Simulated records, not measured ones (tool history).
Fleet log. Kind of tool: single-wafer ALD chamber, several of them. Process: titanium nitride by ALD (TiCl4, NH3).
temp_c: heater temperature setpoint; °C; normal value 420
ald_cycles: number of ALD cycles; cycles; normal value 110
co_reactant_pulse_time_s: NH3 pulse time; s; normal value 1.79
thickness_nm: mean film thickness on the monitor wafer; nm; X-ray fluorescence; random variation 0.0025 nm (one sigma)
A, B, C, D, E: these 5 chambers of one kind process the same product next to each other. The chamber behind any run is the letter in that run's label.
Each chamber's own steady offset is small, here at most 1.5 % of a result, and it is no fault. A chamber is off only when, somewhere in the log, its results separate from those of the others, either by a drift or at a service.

run,hour,temp_c,ald_cycles,co_reactant_pulse_time_s,"read-back reference wafer on the same gauge, thickness_nm",thickness_nm
1B,7.4,420,110,1.79,2.5100,2.4246
2E,18.0,420,110,1.79,2.5108,2.4365
3C,29.1,420,110,1.79,2.5113,2.4542
4D,39.8,420,110,1.79,2.5110,2.4003
5A,48.2,420,110,1.79,2.5112,2.4183
6B,56.4,420,110,1.79,2.5108,2.4274
7E,62.6,420,110,1.79,2.5116,2.4360
8D,69.0,420,110,1.79,2.5122,2.4040
9C,76.6,420,110,1.79,2.5117,2.4521
10A,81.5,420,110,1.79,2.5118,2.4198
11C,90.8,420,110,1.79,2.5129,2.4545
12D,98.8,420,110,1.79,2.5120,2.4039
13E,108.4,420,110,1.79,2.5131,2.4331
14A,114.6,420,110,1.79,2.5133,2.4221
15B,125.1,420,110,1.79,2.5132,2.4294
16E,134.4,420,122,1.79,2.5148,2.7020
17D,143.8,420,122,1.79,2.5144,2.6719
18C,155.0,420,122,1.79,2.5147,2.7183
19B,165.8,420,122,1.79,2.5143,2.6937
20A,172.9,420,122,1.79,2.5147,2.6846
21D,182.1,420,110,1.79,2.5153,2.4101
22C,189.7,420,110,1.79,2.5155,2.4484
23B,196.5,420,110,1.79,2.5153,2.4312
# hour 198.7: chamber E: thermocouple changed; heater temperature recalibrated
24A,204.3,420,110,1.79,2.5161,2.4207
25E,212.8,420,110,1.79,2.5165,2.4384
26A,221.0,420,110,1.79,2.5159,2.4230
# hour 226.5: chamber B: thermocouple changed; heater temperature recalibrated
27C,227.6,420,110,1.79,2.5163,2.4538
28E,233.5,420,110,1.79,2.5168,2.4439
29B,244.5,420,110,1.79,2.5174,2.4285
30D,255.8,420,110,1.79,2.5168,2.4104
31C,263.4,420,110,1.79,2.5174,2.4572
32D,273.6,420,110,1.14,2.5176,2.3733
33A,283.1,420,110,1.14,2.5176,2.3889
34B,292.1,420,110,1.14,2.5187,2.3954
35E,303.2,420,110,1.14,2.5188,2.3995
36B,311.0,420,110,1.14,2.5189,2.3905
37C,318.1,420,110,1.79,2.5191,2.4589
38E,324.2,410,92,1.79,2.5194,2.0334
39A,331.6,410,92,1.79,2.5193,2.0199
40D,342.3,410,92,1.79,2.5198,2.0097
41B,352.8,410,92,1.79,2.5203,2.0273
42D,359.4,410,92,1.79,2.5199,2.0077

What goes on in this fleet: one chamber off, a drifting gauge, or nothing beyond the chambers' own small offsets? Name the chamber and the cause, if any.

Gauge drift. The chambers move together only on paper, and none stands off.
Cause: gauge reads high (%) = 0.416.
